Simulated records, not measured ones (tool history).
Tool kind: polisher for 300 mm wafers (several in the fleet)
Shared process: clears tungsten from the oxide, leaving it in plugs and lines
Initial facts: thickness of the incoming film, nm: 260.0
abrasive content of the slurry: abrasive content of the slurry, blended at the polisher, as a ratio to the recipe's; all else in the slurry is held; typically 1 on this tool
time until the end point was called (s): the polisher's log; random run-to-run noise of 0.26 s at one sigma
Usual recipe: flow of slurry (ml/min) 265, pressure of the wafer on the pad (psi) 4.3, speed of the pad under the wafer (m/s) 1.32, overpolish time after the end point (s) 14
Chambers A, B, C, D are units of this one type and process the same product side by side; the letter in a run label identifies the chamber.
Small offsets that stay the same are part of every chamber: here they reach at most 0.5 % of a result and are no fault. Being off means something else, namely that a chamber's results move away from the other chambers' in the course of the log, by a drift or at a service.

run   hour  flow of slurry (ml/min)  pressure of the wafer on the pad (psi)  speed of the pad under the wafer (m/s)  abrasive content of the slurry  overpolish time after the end point (s)  time until the end point was called (s)
       4.2  -- chamber C: slurry tank refilled with fresh slurry and peroxide
 1D    5.7                      265                                     4.3                                    1.32                               1                                       14                                   31.951
       8.4  -- chamber C: worn pad replaced by a new one
 2A   11.8                      265                                     4.3                                    1.32                               1                                       14                                   32.031
      15.0  -- chamber D: slurry tank refilled with fresh slurry and peroxide
 3B   21.9                      265                                     4.3                                    1.32                               1                                       14                                   32.668
      22.7  -- chamber A: worn pad replaced by a new one
 4C   26.5                      265                                     4.3                                    1.32                               1                                       14                                   32.050
      27.8  -- chamber C: slurry blender recalibrated
      31.8  -- chamber A: slurry tank refilled with fresh slurry and peroxide
      33.1  -- chamber B: slurry tank refilled with fresh slurry and peroxide
 5A   33.9                      265                                     4.3                                    1.32                               1                                       14                                   32.354
 6D   44.1                      265                                     4.3                                    1.32                               1                                       14                                   31.851
      46.6  -- chamber B: worn pad replaced by a new one
 7B   51.1                      265                                     4.3                                    1.32                               1                                       14                                   32.233
      57.0  -- chamber B: slurry blender recalibrated
 8C   57.8                      265                                     4.9                                    1.32                               1                                        9                                   28.646
 9B   62.5                      265                                     4.9                                    1.32                               1                                        9                                   28.030
10A   72.2                      265                                     4.9                                    1.32                               1                                        9                                   28.439
      73.3  -- chamber A: worn pad replaced by a new one
11C   79.0                      265                                     4.9                                    1.32                               1                                        9                                   28.017
      79.7  -- chamber D: worn pad replaced by a new one
      84.0  -- chamber A: slurry tank refilled with fresh slurry and peroxide
12D   84.2                      220                                     4.3                                    1.32                               1                                       14                                   32.392
      85.1  -- chamber C: worn pad replaced by a new one
13B   90.9                      220                                     4.3                                    1.32                               1                                       14                                   33.044
      92.4  -- chamber D: slurry tank refilled with fresh slurry and peroxide
14D  100.0                      220                                     4.3                                    1.32                               1                                       14                                   32.403
15A  109.4                      220                                     4.3                                    1.32                               1                                       14                                   32.798
     114.7  -- chamber B: worn pad replaced by a new one
16C  119.9                      265                                     4.3                                    1.32                               1                                       14                                   32.159
     123.4  -- chamber A: worn pad replaced by a new one
17C  126.6                      265                                     4.3                                    1.32                               1                                       14                                   31.869
     134.1  -- chamber A: slurry tank refilled with fresh slurry and peroxide
     134.6  -- chamber C: slurry tank refilled with fresh slurry and peroxide
18B  134.9                      265                                     4.3                                    1.32                               1                                       14                                   32.187
19A  144.8                      265                                     4.3                                    1.32                               1                                       14                                   32.660
     148.9  -- chamber A: head pressure recalibrated
20D  151.3                      265                                     4.3                                    1.32                               1                                       14                                   31.891
     155.6  -- chamber A: slurry blender recalibrated
21C  160.3                      265                                     4.3                                    1.32                               1                                       14                                   31.654
     160.5  -- chamber B: slurry tank refilled with fresh slurry and peroxide
22D  169.1                      355                                     4.3                                    1.76                               1                                       14                                   22.896
23A  174.6                      355                                     4.3                                    1.76                               1                                       14                                   23.419
     177.0  -- chamber D: worn pad replaced by a new one
     180.6  -- chamber B: slurry blender recalibrated
24B  180.7                      355                                     4.3                                    1.76                               1                                       14                                   23.645
     182.1  -- chamber D: slurry tank refilled with fresh slurry and peroxide
25D  188.1                      355                                     4.3                                    1.76                               1                                       14                                   23.113

Next, every chamber runs the same settings. What will each give?
26A  195.6                      265                                     4.3                                    1.32                               1                                       14                                        ?
26B  195.6                      265                                     4.3                                    1.32                               1                                       14                                        ?
26C  195.6                      265                                     4.3                                    1.32                               1                                       14                                        ?
26D  195.6                      265                                     4.3                                    1.32                               1                                       14                                        ?

run  time until the end point was called (s)
26A                                   32.052
26B                                   31.926
26C                                   32.091
26D                                   32.020

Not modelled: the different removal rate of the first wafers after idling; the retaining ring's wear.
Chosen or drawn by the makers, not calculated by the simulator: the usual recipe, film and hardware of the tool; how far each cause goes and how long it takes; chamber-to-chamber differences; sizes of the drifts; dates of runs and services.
